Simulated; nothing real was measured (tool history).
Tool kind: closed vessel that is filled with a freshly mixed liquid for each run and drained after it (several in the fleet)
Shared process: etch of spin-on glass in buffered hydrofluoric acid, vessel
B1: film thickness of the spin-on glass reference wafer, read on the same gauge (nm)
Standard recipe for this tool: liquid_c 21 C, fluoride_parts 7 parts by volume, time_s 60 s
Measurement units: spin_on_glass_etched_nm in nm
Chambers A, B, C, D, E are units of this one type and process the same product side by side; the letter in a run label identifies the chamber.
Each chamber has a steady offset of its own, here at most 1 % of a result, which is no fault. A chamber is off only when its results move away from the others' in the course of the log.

run 1D day=0.279 | liquid_c=21 fluoride_parts=7 time_s=60 | B1=140.01 | spin_on_glass_etched_nm=163.97
run 2E day=0.725 | liquid_c=21 fluoride_parts=7 time_s=60 | B1=139.95 | spin_on_glass_etched_nm=170.82
-- day=0.812 chamber C: thermometer replaced
run 3B day=1.025 | liquid_c=21 fluoride_parts=7 time_s=60 | B1=140.06 | spin_on_glass_etched_nm=171.34
run 4A day=1.5 | liquid_c=21 fluoride_parts=7 time_s=60 | B1=140.04 | spin_on_glass_etched_nm=168.43
-- day=1.546 chamber B: hydrofluoric acid flow meter replaced
run 5C day=1.992 | liquid_c=21 fluoride_parts=7 time_s=60 | B1=140.02 | spin_on_glass_etched_nm=169.28
run 6C day=2.262 | liquid_c=21 fluoride_parts=7 time_s=60 | B1=140.02 | spin_on_glass_etched_nm=168.9
run 7E day=2.571 | liquid_c=19.5 fluoride_parts=7 time_s=60 | B1=139.99 | spin_on_glass_etched_nm=159.7
run 8A day=3.062 | liquid_c=19.5 fluoride_parts=7 time_s=60 | B1=139.95 | spin_on_glass_etched_nm=157.65
run 9D day=3.512 | liquid_c=19.5 fluoride_parts=7 time_s=60 | B1=139.95 | spin_on_glass_etched_nm=155.08
run 10B day=3.975 | liquid_c=19.5 fluoride_parts=7 time_s=60 | B1=139.97 | spin_on_glass_etched_nm=155.91
run 11A day=4.204 | liquid_c=19.5 fluoride_parts=7 time_s=60 | B1=139.98 | spin_on_glass_etched_nm=153.89
run 12D day=4.558 | liquid_c=21 fluoride_parts=7 time_s=60 | B1=140.04 | spin_on_glass_etched_nm=165.93
run 13E day=4.942 | liquid_c=23 fluoride_parts=7 time_s=80 | B1=139.99 | spin_on_glass_etched_nm=256.63
run 14B day=5.446 | liquid_c=23 fluoride_parts=7 time_s=80 | B1=139.93 | spin_on_glass_etched_nm=251.09
run 15C day=5.829 | liquid_c=23 fluoride_parts=7 time_s=80 | B1=139.98 | spin_on_glass_etched_nm=239.06
-- day=5.929 chamber E: thermometer replaced
run 16A day=6.108 | liquid_c=23 fluoride_parts=7 time_s=80 | B1=140.01 | spin_on_glass_etched_nm=248.75
run 17D day=6.471 | liquid_c=23 fluoride_parts=7 time_s=80 | B1=140 | spin_on_glass_etched_nm=247.54
run 18E day=6.783 | liquid_c=25.5 fluoride_parts=7 time_s=95 | B1=139.94 | spin_on_glass_etched_nm=339.62
run 19B day=7.008 | liquid_c=25.5 fluoride_parts=7 time_s=95 | B1=139.95 | spin_on_glass_etched_nm=346.8
run 20C day=7.246 | liquid_c=25.5 fluoride_parts=7 time_s=95 | B1=140.01 | spin_on_glass_etched_nm=325.76
run 21E day=7.592 | liquid_c=25.5 fluoride_parts=7 time_s=95 | B1=140.01 | spin_on_glass_etched_nm=341.71
run 22D day=7.996 | liquid_c=25.5 fluoride_parts=7 time_s=95 | B1=139.98 | spin_on_glass_etched_nm=334.51
run 23A day=8.392 | liquid_c=21 fluoride_parts=7 time_s=60 | B1=139.99 | spin_on_glass_etched_nm=169.02
run 24C day=8.9 | liquid_c=21 fluoride_parts=7 time_s=60 | B1=140.01 | spin_on_glass_etched_nm=157.99
run 25B day=9.146 | liquid_c=21 fluoride_parts=7 time_s=60 | B1=140.01 | spin_on_glass_etched_nm=168.13
run 26B day=9.596 | liquid_c=21 fluoride_parts=7 time_s=60 | B1=139.98 | spin_on_glass_etched_nm=164.95
run 27D day=10.108 | liquid_c=21 fluoride_parts=7 time_s=60 | B1=140 | spin_on_glass_etched_nm=167.67
-- day=10.329 chamber E: hydrofluoric acid flow meter replaced
run 28E day=10.588 | liquid_c=21 fluoride_parts=7 time_s=60 | B1=140 | spin_on_glass_etched_nm=170.95
run 29A day=10.833 | liquid_c=21 fluoride_parts=7 time_s=60 | B1=140.02 | spin_on_glass_etched_nm=169.97
run 30C day=11.2 | liquid_c=21 fluoride_parts=7 time_s=60 | B1=139.97 | spin_on_glass_etched_nm=156.48
run 31E day=11.654 | liquid_c=21 fluoride_parts=7 time_s=60 | B1=140.01 | spin_on_glass_etched_nm=169.57
run 32D day=11.904 | liquid_c=21 fluoride_parts=7 time_s=60 | B1=140.01 | spin_on_glass_etched_nm=164.07
run 33A day=12.258 | liquid_c=21 fluoride_parts=7 time_s=60 | B1=139.96 | spin_on_glass_etched_nm=169.41
run 34C day=12.5 | liquid_c=21 fluoride_parts=7 time_s=60 | B1=140.03 | spin_on_glass_etched_nm=153.59
run 35B day=12.942 | liquid_c=21 fluoride_parts=7 time_s=60 | B1=140.03 | spin_on_glass_etched_nm=164.68
run 36B day=13.392 | liquid_c=21 fluoride_parts=7 time_s=60 | B1=139.99 | spin_on_glass_etched_nm=167.44
run 37A day=13.867 | liquid_c=21 fluoride_parts=8.5 time_s=60 | B1=139.96 | spin_on_glass_etched_nm=135.54
run 38D day=14.096 | liquid_c=21 fluoride_parts=8.5 time_s=60 | B1=140 | spin_on_glass_etched_nm=133.36

Which is it: a chamber that has drifted or been left off by a service, a gauge drift common to all chambers, or only each chamber's usual small offset? If a chamber is off, name it and its likeliest cause.

One chamber, C, drifts off from the rest bit by bit.
Cause: hydrofluoric acid flow below the setpoint (%) = 10.6.
With only this log, it may be confused with: liquid colder than its thermometer reads (K).

Here are 4 candidates for chamber C's next run, each the usual settings with a change, their results left as question marks. Which one brings its results back in line with what the others give on the usual settings?
Counts as in line when no further than this from what the other chambers average on the usual settings: spin_on_glass_etched_nm 5.6 nm
run 39C-1 day=14.467 | liquid_c=21.5 fluoride_parts=7 time_s=65 | spin_on_glass_etched_nm=?
run 39C-2 day=14.467 | liquid_c=20 fluoride_parts=7 time_s=50 | spin_on_glass_etched_nm=?
run 39C-3 day=14.467 | liquid_c=25.5 fluoride_parts=7 time_s=60 | spin_on_glass_etched_nm=?
run 39C-4 day=14.467 | liquid_c=20.5 fluoride_parts=7 time_s=55 | spin_on_glass_etched_nm=?

The mean the other chambers reach with the usual settings: spin_on_glass_etched_nm 168.54 nm
run=39C-1 spin_on_glass_etched_nm=167.23
run=39C-2 spin_on_glass_etched_nm=118.26
run=39C-3 spin_on_glass_etched_nm=192.2
run=39C-4 spin_on_glass_etched_nm=133.85
With 39C-1, the chamber falls back in line with the rest.
